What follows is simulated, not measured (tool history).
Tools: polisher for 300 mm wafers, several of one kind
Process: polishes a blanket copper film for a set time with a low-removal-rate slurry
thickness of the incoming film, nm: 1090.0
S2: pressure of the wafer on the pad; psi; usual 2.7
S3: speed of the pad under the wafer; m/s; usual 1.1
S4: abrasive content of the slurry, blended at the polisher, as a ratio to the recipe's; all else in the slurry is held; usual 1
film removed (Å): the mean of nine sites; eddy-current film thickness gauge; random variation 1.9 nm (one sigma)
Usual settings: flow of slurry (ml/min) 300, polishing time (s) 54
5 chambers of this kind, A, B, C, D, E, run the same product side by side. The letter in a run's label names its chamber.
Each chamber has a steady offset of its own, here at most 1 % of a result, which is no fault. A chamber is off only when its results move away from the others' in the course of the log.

-- hour=2.4 chamber B: slurry blender recalibrated
-- hour=6.5 chamber D: head pressure recalibrated
run 1E hour=13.5 | flow_of_slurry_(ml/min)=300 S2=2.7 S3=1.1 S4=1 polishing_time_(s)=54 | film_removed_(Å)=1836.9
run 2D hour=20.6 | flow_of_slurry_(ml/min)=300 S2=2.7 S3=1.1 S4=1 polishing_time_(s)=54 | film_removed_(Å)=1891.2
-- hour=22.4 chamber B: worn pad replaced by a new one
run 3B hour=26.7 | flow_of_slurry_(ml/min)=300 S2=2.7 S3=1.1 S4=1 polishing_time_(s)=54 | film_removed_(Å)=1909.1
run 4C hour=36.9 | flow_of_slurry_(ml/min)=300 S2=2.7 S3=1.1 S4=1 polishing_time_(s)=54 | film_removed_(Å)=1877.9
run 5A hour=44.7 | flow_of_slurry_(ml/min)=300 S2=2.7 S3=1.1 S4=1 polishing_time_(s)=54 | film_removed_(Å)=1846.4
-- hour=44.9 chamber D: worn pad replaced by a new one
-- hour=47.7 chamber D: slurry blender recalibrated
-- hour=53.7 chamber A: worn pad replaced by a new one
run 6C hour=55.3 | flow_of_slurry_(ml/min)=300 S2=2.7 S3=1.1 S4=1 polishing_time_(s)=54 | film_removed_(Å)=1899.9
-- hour=60.0 chamber E: worn pad replaced by a new one
run 7B hour=65.5 | flow_of_slurry_(ml/min)=300 S2=2.7 S3=1.1 S4=1 polishing_time_(s)=54 | film_removed_(Å)=1937.7
-- hour=71.8 chamber C: worn pad replaced by a new one
run 8A hour=72.5 | flow_of_slurry_(ml/min)=300 S2=2.7 S3=1.1 S4=1 polishing_time_(s)=54 | film_removed_(Å)=1880.1
run 9D hour=85.1 | flow_of_slurry_(ml/min)=300 S2=2.7 S3=1.1 S4=1 polishing_time_(s)=54 | film_removed_(Å)=1883.7
run 10E hour=94.3 | flow_of_slurry_(ml/min)=300 S2=2.7 S3=1.1 S4=1 polishing_time_(s)=54 | film_removed_(Å)=1933.0
-- hour=96.0 chamber B: worn pad replaced by a new one
run 11D hour=101.7 | flow_of_slurry_(ml/min)=300 S2=2.7 S3=1.1 S4=1 polishing_time_(s)=54 | film_removed_(Å)=1854.0
-- hour=103.3 chamber A: slurry blender recalibrated
run 12A hour=114.8 | flow_of_slurry_(ml/min)=300 S2=2.7 S3=1.1 S4=1 polishing_time_(s)=54 | film_removed_(Å)=1873.9
-- hour=117.6 chamber A: worn pad replaced by a new one
run 13C hour=122.2 | flow_of_slurry_(ml/min)=210 S2=2.7 S3=1.1 S4=1 polishing_time_(s)=66 | film_removed_(Å)=2265.3
-- hour=126.3 chamber D: worn pad replaced by a new one
run 14E hour=129.2 | flow_of_slurry_(ml/min)=210 S2=2.7 S3=1.1 S4=1 polishing_time_(s)=66 | film_removed_(Å)=2337.2
-- hour=135.1 chamber E: slurry blender recalibrated
run 15B hour=141.4 | flow_of_slurry_(ml/min)=210 S2=2.7 S3=1.1 S4=1 polishing_time_(s)=66 | film_removed_(Å)=2252.7
-- hour=147.7 chamber D: slurry blender recalibrated
run 16D hour=153.0 | flow_of_slurry_(ml/min)=210 S2=2.7 S3=1.1 S4=1 polishing_time_(s)=66 | film_removed_(Å)=2230.6
-- hour=153.1 chamber E: worn pad replaced by a new one
-- hour=157.2 chamber C: worn pad replaced by a new one
run 17B hour=164.9 | flow_of_slurry_(ml/min)=210 S2=2.7 S3=1.1 S4=1 polishing_time_(s)=66 | film_removed_(Å)=2264.3
-- hour=174.2 chamber C: slurry nozzle cleaned
-- hour=175.5 chamber B: worn pad replaced by a new one
run 18C hour=176.7 | flow_of_slurry_(ml/min)=300 S2=2.7 S3=1.1 S4=1 polishing_time_(s)=54 | film_removed_(Å)=1947.6
run 19A hour=189.0 | flow_of_slurry_(ml/min)=300 S2=2.7 S3=1.1 S4=1 polishing_time_(s)=54 | film_removed_(Å)=1870.0
-- hour=191.9 chamber A: worn pad replaced by a new one
-- hour=192.3 chamber D: worn pad replaced by a new one
run 20E hour=199.9 | flow_of_slurry_(ml/min)=300 S2=2.7 S3=1.1 S4=1 polishing_time_(s)=54 | film_removed_(Å)=1980.9
-- hour=204.4 chamber E: slurry nozzle cleaned
run 21B hour=210.0 | flow_of_slurry_(ml/min)=300 S2=2.7 S3=1.1 S4=1 polishing_time_(s)=54 | film_removed_(Å)=1912.8
run 22E hour=223.7 | flow_of_slurry_(ml/min)=300 S2=2.7 S3=1.1 S4=1 polishing_time_(s)=54 | film_removed_(Å)=2042.9
run 23C hour=231.1 | flow_of_slurry_(ml/min)=300 S2=2.7 S3=1.1 S4=1 polishing_time_(s)=54 | film_removed_(Å)=1906.9
-- hour=234.5 chamber E: worn pad replaced by a new one
-- hour=241.0 chamber B: worn pad replaced by a new one
run 24D hour=242.6 | flow_of_slurry_(ml/min)=300 S2=2.7 S3=1.1 S4=1 polishing_time_(s)=54 | film_removed_(Å)=1888.3
-- hour=248.4 chamber C: worn pad replaced by a new one
run 25A hour=253.9 | flow_of_slurry_(ml/min)=300 S2=2.7 S3=1.1 S4=1 polishing_time_(s)=54 | film_removed_(Å)=1861.4
-- hour=255.1 chamber A: worn pad replaced by a new one
-- hour=257.5 chamber D: worn pad replaced by a new one
run 26A hour=267.1 | flow_of_slurry_(ml/min)=300 S2=2.2 S3=1.1 S4=1 polishing_time_(s)=54 | film_removed_(Å)=1510.5
-- hour=270.0 chamber D: slurry blender recalibrated
run 27E hour=277.0 | flow_of_slurry_(ml/min)=300 S2=2.2 S3=1.1 S4=1 polishing_time_(s)=54 | film_removed_(Å)=1690.8
run 28B hour=289.4 | flow_of_slurry_(ml/min)=300 S2=2.2 S3=1.1 S4=1 polishing_time_(s)=54 | film_removed_(Å)=1562.9
run 29D hour=302.1 | flow_of_slurry_(ml/min)=300 S2=2.2 S3=1.1 S4=1 polishing_time_(s)=54 | film_removed_(Å)=1549.4
-- hour=308.3 chamber B: slurry blender recalibrated
-- hour=314.5 chamber B: slurry nozzle cleaned
run 30C hour=314.8 | flow_of_slurry_(ml/min)=300 S2=2.2 S3=1.1 S4=1 polishing_time_(s)=54 | film_removed_(Å)=1567.1
-- hour=319.1 chamber B: worn pad replaced by a new one
-- hour=326.1 chamber A: worn pad replaced by a new one
run 31C hour=327.5 | flow_of_slurry_(ml/min)=300 S2=2.7 S3=1.1 S4=1 polishing_time_(s)=54 | film_removed_(Å)=1905.5
-- hour=328.1 chamber D: worn pad replaced by a new one
run 32B hour=337.5 | flow_of_slurry_(ml/min)=300 S2=2.7 S3=1.1 S4=1 polishing_time_(s)=54 | film_removed_(Å)=1930.9
run 33A hour=343.4 | flow_of_slurry_(ml/min)=360 S2=2.7 S3=1.1 S4=1 polishing_time_(s)=37 | film_removed_(Å)=1309.7
run 34D hour=356.9 | flow_of_slurry_(ml/min)=360 S2=2.7 S3=1.1 S4=1 polishing_time_(s)=37 | film_removed_(Å)=1305.9

All 5 chambers run these settings next. Forecast each chamber's results:
run 35A hour=366.8 | flow_of_slurry_(ml/min)=300 S2=2.7 S3=1.1 S4=1 polishing_time_(s)=54 | film_removed_(Å)=?
run 35B hour=366.8 | flow_of_slurry_(ml/min)=300 S2=2.7 S3=1.1 S4=1 polishing_time_(s)=54 | film_removed_(Å)=?
run 35C hour=366.8 | flow_of_slurry_(ml/min)=300 S2=2.7 S3=1.1 S4=1 polishing_time_(s)=54 | film_removed_(Å)=?
run 35D hour=366.8 | flow_of_slurry_(ml/min)=300 S2=2.7 S3=1.1 S4=1 polishing_time_(s)=54 | film_removed_(Å)=?
run 35E hour=366.8 | flow_of_slurry_(ml/min)=300 S2=2.7 S3=1.1 S4=1 polishing_time_(s)=54 | film_removed_(Å)=?

run=35A film_removed_(Å)=1893.4
run=35B film_removed_(Å)=1923.5
run=35C film_removed_(Å)=1921.4
run=35D film_removed_(Å)=1880.9
run=35E film_removed_(Å)=2096.4

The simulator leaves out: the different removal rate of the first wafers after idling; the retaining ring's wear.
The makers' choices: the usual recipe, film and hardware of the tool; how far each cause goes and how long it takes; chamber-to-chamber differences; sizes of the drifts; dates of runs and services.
